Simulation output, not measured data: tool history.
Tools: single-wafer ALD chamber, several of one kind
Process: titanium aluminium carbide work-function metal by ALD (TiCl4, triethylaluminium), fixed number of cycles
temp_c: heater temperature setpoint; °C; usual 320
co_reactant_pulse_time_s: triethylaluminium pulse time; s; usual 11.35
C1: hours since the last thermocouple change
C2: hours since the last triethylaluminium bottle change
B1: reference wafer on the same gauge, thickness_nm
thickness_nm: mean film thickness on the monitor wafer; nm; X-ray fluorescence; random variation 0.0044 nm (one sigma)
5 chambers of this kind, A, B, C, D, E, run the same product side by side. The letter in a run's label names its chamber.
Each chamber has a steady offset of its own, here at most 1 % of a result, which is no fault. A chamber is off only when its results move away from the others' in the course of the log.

run 1C hour=3.7 | temp_c=320 co_reactant_pulse_time_s=11.35 | C1=2996.4 C2=294.5 | B1=2.2010 | thickness_nm=2.2061
run 2E hour=6.4 | temp_c=320 co_reactant_pulse_time_s=11.35 | C1=481.2 C2=270.2 | B1=2.1995 | thickness_nm=2.1940
run 3A hour=10.6 | temp_c=320 co_reactant_pulse_time_s=11.35 | C1=1472.5 C2=405.6 | B1=2.2003 | thickness_nm=2.2097
run 4B hour=13.3 | temp_c=320 co_reactant_pulse_time_s=11.35 | C1=529.9 C2=537.3 | B1=2.1991 | thickness_nm=2.1874
run 5D hour=17.5 | temp_c=320 co_reactant_pulse_time_s=11.35 | C1=2208.2 C2=393.1 | B1=2.2002 | thickness_nm=2.1952
run 6E hour=21.2 | temp_c=320 co_reactant_pulse_time_s=11.35 | C1=496.0 C2=285.0 | B1=2.2013 | thickness_nm=2.2065
run 7D hour=24.1 | temp_c=320 co_reactant_pulse_time_s=11.35 | C1=2214.8 C2=399.7 | B1=2.2001 | thickness_nm=2.1900
run 8C hour=26.5 | temp_c=320 co_reactant_pulse_time_s=11.35 | C1=3019.2 C2=317.3 | B1=2.1999 | thickness_nm=2.1981
run 9B hour=29.3 | temp_c=320 co_reactant_pulse_time_s=11.35 | C1=545.9 C2=553.3 | B1=2.2005 | thickness_nm=2.1826
run 10A hour=33.0 | temp_c=320 co_reactant_pulse_time_s=11.35 | C1=1494.9 C2=428.0 | B1=2.2008 | thickness_nm=2.2110
run 11E hour=35.5 | temp_c=320 co_reactant_pulse_time_s=11.35 | C1=510.3 C2=299.3 | B1=2.2005 | thickness_nm=2.2077
run 12D hour=39.6 | temp_c=320 co_reactant_pulse_time_s=11.35 | C1=2230.3 C2=415.2 | B1=2.2003 | thickness_nm=2.1903
run 13A hour=43.0 | temp_c=325 co_reactant_pulse_time_s=15.27 | C1=1504.9 C2=438.0 | B1=2.1991 | thickness_nm=2.2872
run 14C hour=46.1 | temp_c=325 co_reactant_pulse_time_s=15.27 | C1=3038.8 C2=336.9 | B1=2.1993 | thickness_nm=2.2799
run 15B hour=50.5 | temp_c=325 co_reactant_pulse_time_s=15.27 | C1=567.1 C2=574.5 | B1=2.1990 | thickness_nm=2.2532
run 16D hour=53.1 | temp_c=325 co_reactant_pulse_time_s=15.27 | C1=2243.8 C2=428.7 | B1=2.2004 | thickness_nm=2.2656
-- hour=53.4 chamber C: thermocouple changed; heater temperature recalibrated
-- hour=55.2 chamber D: triethylaluminium bottle replaced
run 17E hour=55.7 | temp_c=325 co_reactant_pulse_time_s=15.27 | C1=530.5 C2=319.5 | B1=2.2000 | thickness_nm=2.2735
run 18A hour=58.6 | temp_c=320 co_reactant_pulse_time_s=11.35 | C1=1520.5 C2=453.6 | B1=2.2004 | thickness_nm=2.2121
run 19C hour=61.9 | temp_c=320 co_reactant_pulse_time_s=11.35 | C1=8.5 C2=352.7 | B1=2.1997 | thickness_nm=2.2039
run 20B hour=64.9 | temp_c=320 co_reactant_pulse_time_s=11.35 | C1=581.5 C2=588.9 | B1=2.1987 | thickness_nm=2.1818
run 21B hour=67.2 | temp_c=320 co_reactant_pulse_time_s=11.35 | C1=583.8 C2=591.2 | B1=2.1995 | thickness_nm=2.1819
run 22D hour=70.1 | temp_c=334 co_reactant_pulse_time_s=11.35 | C1=2260.8 C2=15.0 | B1=2.1988 | thickness_nm=2.3170
run 23A hour=72.2 | temp_c=334 co_reactant_pulse_time_s=11.35 | C1=1534.1 C2=467.2 | B1=2.2002 | thickness_nm=2.3281
run 24E hour=76.3 | temp_c=334 co_reactant_pulse_time_s=11.35 | C1=551.1 C2=340.1 | B1=2.2005 | thickness_nm=2.3048
run 25C hour=79.0 | temp_c=334 co_reactant_pulse_time_s=11.35 | C1=25.6 C2=369.8 | B1=2.2006 | thickness_nm=2.3248
run 26D hour=81.6 | temp_c=334 co_reactant_pulse_time_s=11.35 | C1=2272.3 C2=26.5 | B1=2.2000 | thickness_nm=2.3175
run 27A hour=84.6 | temp_c=320 co_reactant_pulse_time_s=11.35 | C1=1546.5 C2=479.6 | B1=2.1996 | thickness_nm=2.2032
run 28C hour=87.5 | temp_c=320 co_reactant_pulse_time_s=11.35 | C1=34.1 C2=378.3 | B1=2.1992 | thickness_nm=2.2081
run 29E hour=91.8 | temp_c=320 co_reactant_pulse_time_s=11.35 | C1=566.6 C2=355.6 | B1=2.2008 | thickness_nm=2.1637
run 30B hour=95.8 | temp_c=320 co_reactant_pulse_time_s=11.35 | C1=612.4 C2=619.8 | B1=2.2005 | thickness_nm=2.1836
run 31E hour=99.7 | temp_c=320 co_reactant_pulse_time_s=11.35 | C1=574.5 C2=363.5 | B1=2.2001 | thickness_nm=2.1564
run 32B hour=104.2 | temp_c=320 co_reactant_pulse_time_s=11.35 | C1=620.8 C2=628.2 | B1=2.2003 | thickness_nm=2.1799
run 33A hour=106.6 | temp_c=320 co_reactant_pulse_time_s=11.35 | C1=1568.5 C2=501.6 | B1=2.1996 | thickness_nm=2.2111
run 34D hour=109.4 | temp_c=320 co_reactant_pulse_time_s=11.35 | C1=2300.1 C2=54.3 | B1=2.1999 | thickness_nm=2.1938
run 35C hour=112.2 | temp_c=320 co_reactant_pulse_time_s=11.35 | C1=58.8 C2=403.0 | B1=2.1998 | thickness_nm=2.2046
run 36C hour=115.5 | temp_c=320 co_reactant_pulse_time_s=11.35 | C1=62.1 C2=406.3 | B1=2.2002 | thickness_nm=2.2070
run 37E hour=118.8 | temp_c=312 co_reactant_pulse_time_s=8.49 | C1=593.6 C2=382.6 | B1=2.1995 | thickness_nm=2.0016
run 38B hour=121.7 | temp_c=312 co_reactant_pulse_time_s=8.49 | C1=638.3 C2=645.7 | B1=2.2004 | thickness_nm=2.0508
run 39A hour=125.3 | temp_c=312 co_reactant_pulse_time_s=8.49 | C1=1587.2 C2=520.3 | B1=2.1989 | thickness_nm=2.0683
run 40D hour=127.7 | temp_c=312 co_reactant_pulse_time_s=8.49 | C1=2318.4 C2=72.6 | B1=2.2003 | thickness_nm=2.0490
run 41E hour=130.6 | temp_c=312 co_reactant_pulse_time_s=8.49 | C1=605.4 C2=394.4 | B1=2.2002 | thickness_nm=1.9932

Next, every chamber runs the same settings. What will each give?
run 42A hour=134.0 | temp_c=320 co_reactant_pulse_time_s=11.35 | thickness_nm=?
run 42B hour=134.0 | temp_c=320 co_reactant_pulse_time_s=11.35 | thickness_nm=?
run 42C hour=134.0 | temp_c=320 co_reactant_pulse_time_s=11.35 | thickness_nm=?
run 42D hour=134.0 | temp_c=320 co_reactant_pulse_time_s=11.35 | thickness_nm=?
run 42E hour=134.0 | temp_c=320 co_reactant_pulse_time_s=11.35 | thickness_nm=?

run=42A thickness_nm=2.2169
run=42B thickness_nm=2.1788
run=42C thickness_nm=2.2045
run=42D thickness_nm=2.1841
run=42E thickness_nm=2.1417
